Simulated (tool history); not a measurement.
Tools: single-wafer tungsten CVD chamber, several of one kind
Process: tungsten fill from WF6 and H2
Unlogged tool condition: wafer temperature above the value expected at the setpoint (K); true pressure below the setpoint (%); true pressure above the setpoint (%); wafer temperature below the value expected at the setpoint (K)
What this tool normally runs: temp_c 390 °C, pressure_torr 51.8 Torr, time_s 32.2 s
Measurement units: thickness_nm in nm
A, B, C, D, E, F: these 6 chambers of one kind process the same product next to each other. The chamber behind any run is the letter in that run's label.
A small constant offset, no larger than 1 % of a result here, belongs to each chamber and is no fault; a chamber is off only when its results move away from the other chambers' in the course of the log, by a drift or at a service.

run   hour  temp_c  pressure_torr  time_s  hours since the last thermocouple change  hours since the last manometer calibration  read-back reference wafer on the same gauge, thickness_nm  thickness_nm
 1A   13.2     390           51.8    32.2                                    1729.5                                      1163.8                                                     86.295        99.318
 2B   24.6     390           51.8    32.2                                     725.5                                       545.0                                                     86.307       100.360
 3C   38.0     390           51.8    32.2                                    1801.6                                      2426.2                                                     86.263       100.190
 4D   47.6     390           51.8    32.2                                    1067.8                                      1515.6                                                     86.270        99.895
 5F   54.3     390           51.8    32.2                                    1028.9                                      1858.2                                                     86.260        99.563
 6E   63.0     402           44.2    32.2                                    1282.5                                      1834.9                                                     86.262       115.560
 7D   75.6     402           44.2    32.2                                    1095.8                                      1543.6                                                     86.243       115.790
 8A   87.2     402           44.2    32.2                                    1803.5                                      1237.8                                                     86.222       115.710
 9E   97.2     402           44.2    32.2                                    1316.7                                      1869.1                                                     86.243       115.430
10C  108.8     402           44.2    32.2                                    1872.4                                      2497.0                                                     86.215       116.330
11F  121.9     402           44.2    32.2                                    1096.5                                      1925.8                                                     86.227       115.920
12B  136.1     390           51.8    32.2                                     837.0                                       656.5                                                     86.205       100.200
13A  151.1     390           51.8    32.2                                    1867.4                                      1301.7                                                     86.193        99.280
14F  164.6     390           51.8    32.2                                    1139.2                                      1968.5                                                     86.183        99.401
     165.3  -- chamber F: capacitance manometer re-zeroed and calibrated
15B  171.8     390           51.8    32.2                                     872.7                                       692.2                                                     86.154       100.070
16C  186.1     390           51.8    32.2                                    1949.7                                      2574.3                                                     86.140       100.090
17D  194.5     390           51.8    32.2                                    1214.7                                      1662.5                                                     86.155        99.668
18E  202.1     390           51.8    32.2                                    1421.6                                      1974.0                                                     86.152        99.426
19F  211.6     390           51.8    32.2                                    1186.2                                        46.4                                                     86.138        99.336
20D  223.8     390           51.8    32.2                                    1244.0                                      1691.8                                                     86.121        99.409
     236.2  -- chamber E: thermocouple changed; heater temperature recalibrated
21E  236.9     390           51.8    32.2                                       0.7                                      2008.8                                                     86.108        99.439
22B  245.0     390           51.8    32.2                                     945.9                                       765.4                                                     86.099       100.350
23C  257.5     390           51.8    32.2                                    2021.1                                      2645.7                                                     86.103       100.220
24A  268.1     390           51.8    32.2                                    1984.4                                      1418.7                                                     86.069        99.017
25A  279.1     390           51.8    32.2                                    1995.4                                      1429.7                                                     86.083        98.974
26C  289.9     390           51.8    32.2                                    2053.5                                      2678.1                                                     86.056       100.090
27D  298.3     390           51.8    32.2                                    1318.5                                      1766.3                                                     86.071        99.548
28E  310.9     390           51.8    32.2                                      74.7                                      2082.8                                                     86.013        99.503
29F  320.4     390           51.8    32.2                                    1295.0                                       155.2                                                     86.048        99.286
30B  328.2     390           51.8    32.2                                    1029.1                                       848.6                                                     86.033       100.090
31E  337.4     390           51.8    32.2                                     101.2                                      2109.3                                                     86.001        99.258
32D  345.8     390           51.8    32.2                                    1366.0                                      1813.8                                                     86.029        99.369
     353.4  -- chamber B: thermocouple changed; heater temperature recalibrated
33C  357.7     390           51.8    32.2                                    2121.3                                      2745.9                                                     86.029       100.080
34B  369.7     390           51.8    32.2                                      16.4                                       890.1                                                     85.985       100.240
35A  384.5     390           51.8    32.2                                    2100.8                                      1535.1                                                     85.965        98.927
36F  396.5     390           51.8    32.2                                    1371.1                                       231.3                                                     85.962        99.181
37F  410.6     390           51.8    32.2                                    1385.2                                       245.4                                                     85.959        99.135
38E  419.6     390           51.8    32.2                                     183.4                                      2191.5                                                     85.976        99.239
39B  427.9     390           51.8    32.2                                      74.6                                       948.3                                                     85.949       100.180
40A  441.9     390           51.8    32.2                                    2158.2                                      1592.5                                                     85.939        98.743
41C  449.7     390           51.8    32.2                                    2213.3                                      2837.9                                                     85.941        99.966
42D  462.1     390           51.8    32.2                                    1482.3                                      1930.1                                                     85.895        99.440
43E  472.5     390           51.8    32.2                                     236.3                                      2244.4                                                     85.930        99.153
44A  486.3     390           51.8    32.2                                    2202.6                                      1636.9                                                     85.902        98.845

For the next run the whole fleet of 6 chambers uses the same settings. Give each chamber's results:
45A  497.2     399           51.8    32.2                                                                                                                                                              ?
45B  497.2     399           51.8    32.2                                                                                                                                                              ?
45C  497.2     399           51.8    32.2                                                                                                                                                              ?
45D  497.2     399           51.8    32.2                                                                                                                                                              ?
45E  497.2     399           51.8    32.2                                                                                                                                                              ?
45F  497.2     399           51.8    32.2                                                                                                                                                              ?

run  thickness_nm
45A       117.040
45B       119.020
45C       117.940
45D       117.450
45E       117.270
45F       117.610

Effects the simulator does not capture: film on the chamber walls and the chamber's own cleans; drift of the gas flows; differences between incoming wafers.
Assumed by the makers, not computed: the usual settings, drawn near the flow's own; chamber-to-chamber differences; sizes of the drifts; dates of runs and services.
